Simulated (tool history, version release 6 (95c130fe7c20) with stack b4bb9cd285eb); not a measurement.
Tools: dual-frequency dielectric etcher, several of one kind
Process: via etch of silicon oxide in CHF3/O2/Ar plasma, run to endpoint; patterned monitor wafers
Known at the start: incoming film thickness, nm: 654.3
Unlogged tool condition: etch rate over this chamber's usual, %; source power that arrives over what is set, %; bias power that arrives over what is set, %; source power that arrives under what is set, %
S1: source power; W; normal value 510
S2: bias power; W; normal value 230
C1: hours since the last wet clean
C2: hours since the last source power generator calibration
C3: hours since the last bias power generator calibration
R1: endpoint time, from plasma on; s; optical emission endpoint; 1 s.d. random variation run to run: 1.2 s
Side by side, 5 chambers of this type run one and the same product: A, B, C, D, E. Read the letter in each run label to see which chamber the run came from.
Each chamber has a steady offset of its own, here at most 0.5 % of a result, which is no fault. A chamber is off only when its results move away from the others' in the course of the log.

{"run": "1C", "hour": 6.5, "S1": 510, "S2": 230, "C1": 89.1, "C2": 1473.2, "C3": 3047.8, "R1": 324.0}
{"run": "2E", "hour": 10.0, "S1": 510, "S2": 230, "C1": 402.6, "C2": 1375.8, "C3": 487.4, "R1": 324.17}
{"run": "3D", "hour": 13.6, "S1": 510, "S2": 230, "C1": 308.8, "C2": 1153.7, "C3": 1996.6, "R1": 323.43}
{"run": "4B", "hour": 18.8, "S1": 510, "S2": 230, "C1": 468.8, "C2": 665.9, "C3": 3163.2, "R1": 322.67}
{"run": "5A", "hour": 23.6, "S1": 510, "S2": 230, "C1": 69.0, "C2": 2428.1, "C3": 1543.2, "R1": 321.57}
{"run": "6E", "hour": 26.9, "S1": 510, "S2": 230, "C1": 419.5, "C2": 1392.7, "C3": 504.3, "R1": 320.9}
{"run": "7D", "hour": 33.3, "S1": 460, "S2": 279, "C1": 328.5, "C2": 1173.4, "C3": 2016.3, "R1": 313.73}
{"run": "8A", "hour": 37.6, "S1": 460, "S2": 279, "C1": 83.0, "C2": 2442.1, "C3": 1557.2, "R1": 311.4}
{"run": "9C", "hour": 41.6, "S1": 460, "S2": 279, "C1": 124.2, "C2": 1508.3, "C3": 3082.9, "R1": 313.13}
{"hour": 45.9, "done": "chamber B: wet clean of the chamber"}
{"run": "10B", "hour": 46.3, "S1": 460, "S2": 279, "C1": 0.4, "C2": 693.4, "C3": 3190.7, "R1": 303.38}
{"run": "11D", "hour": 49.8, "S1": 460, "S2": 279, "C1": 345.0, "C2": 1189.9, "C3": 2032.8, "R1": 314.46}
{"run": "12B", "hour": 56.2, "S1": 510, "S2": 230, "C1": 10.3, "C2": 703.3, "C3": 3200.6, "R1": 312.65}
{"run": "13C", "hour": 60.5, "S1": 510, "S2": 230, "C1": 143.1, "C2": 1527.2, "C3": 3101.8, "R1": 324.66}
{"run": "14E", "hour": 63.7, "S1": 510, "S2": 230, "C1": 456.3, "C2": 1429.5, "C3": 541.1, "R1": 324.0}
{"run": "15A", "hour": 68.4, "S1": 580, "S2": 230, "C1": 113.8, "C2": 2472.9, "C3": 1588.0, "R1": 306.49}
{"run": "16A", "hour": 72.0, "S1": 580, "S2": 230, "C1": 117.4, "C2": 2476.5, "C3": 1591.6, "R1": 305.93}
{"run": "17E", "hour": 76.4, "S1": 580, "S2": 230, "C1": 469.0, "C2": 1442.2, "C3": 553.8, "R1": 308.13}
{"run": "18B", "hour": 79.6, "S1": 580, "S2": 230, "C1": 33.7, "C2": 726.7, "C3": 3224.0, "R1": 296.76}
{"run": "19C", "hour": 85.4, "S1": 580, "S2": 230, "C1": 168.0, "C2": 1552.1, "C3": 3126.7, "R1": 308.87}
{"run": "20D", "hour": 91.7, "S1": 510, "S2": 230, "C1": 386.9, "C2": 1231.8, "C3": 2074.7, "R1": 321.81}
{"run": "21E", "hour": 94.9, "S1": 510, "S2": 230, "C1": 487.5, "C2": 1460.7, "C3": 572.3, "R1": 324.89}
{"run": "22B", "hour": 100.0, "S1": 510, "S2": 230, "C1": 54.1, "C2": 747.1, "C3": 3244.4, "R1": 309.97}
{"run": "23A", "hour": 103.6, "S1": 510, "S2": 230, "C1": 149.0, "C2": 2508.1, "C3": 1623.2, "R1": 321.52}
{"run": "24D", "hour": 109.4, "S1": 510, "S2": 230, "C1": 404.6, "C2": 1249.5, "C3": 2092.4, "R1": 321.47}
{"run": "25C", "hour": 112.7, "S1": 510, "S2": 230, "C1": 195.3, "C2": 1579.4, "C3": 3154.0, "R1": 322.07}
{"run": "26A", "hour": 117.9, "S1": 510, "S2": 230, "C1": 163.3, "C2": 2522.4, "C3": 1637.5, "R1": 322.33}
{"run": "27C", "hour": 124.3, "S1": 510, "S2": 230, "C1": 206.9, "C2": 1591.0, "C3": 3165.6, "R1": 323.12}
{"run": "28B", "hour": 131.2, "S1": 510, "S2": 230, "C1": 85.3, "C2": 778.3, "C3": 3275.6, "R1": 310.46}
{"run": "29D", "hour": 137.4, "S1": 510, "S2": 230, "C1": 432.6, "C2": 1277.5, "C3": 2120.4, "R1": 321.95}
{"run": "30E", "hour": 141.5, "S1": 510, "S2": 230, "C1": 534.1, "C2": 1507.3, "C3": 618.9, "R1": 325.18}
{"run": "31E", "hour": 146.6, "S1": 510, "S2": 230, "C1": 539.2, "C2": 1512.4, "C3": 624.0, "R1": 322.4}
{"run": "32A", "hour": 152.6, "S1": 510, "S2": 230, "C1": 198.0, "C2": 2557.1, "C3": 1672.2, "R1": 319.77}

Next, every chamber runs the same settings. What will each give?
{"run": "33A", "hour": 157.6, "S1": 510, "S2": 230, "R1": "?"}
{"run": "33B", "hour": 157.6, "S1": 510, "S2": 230, "R1": "?"}
{"run": "33C", "hour": 157.6, "S1": 510, "S2": 230, "R1": "?"}
{"run": "33D", "hour": 157.6, "S1": 510, "S2": 230, "R1": "?"}
{"run": "33E", "hour": 157.6, "S1": 510, "S2": 230, "R1": "?"}

run=33A R1=321.77
run=33B R1=311.90
run=33C R1=324.99
run=33D R1=323.24
run=33E R1=322.72
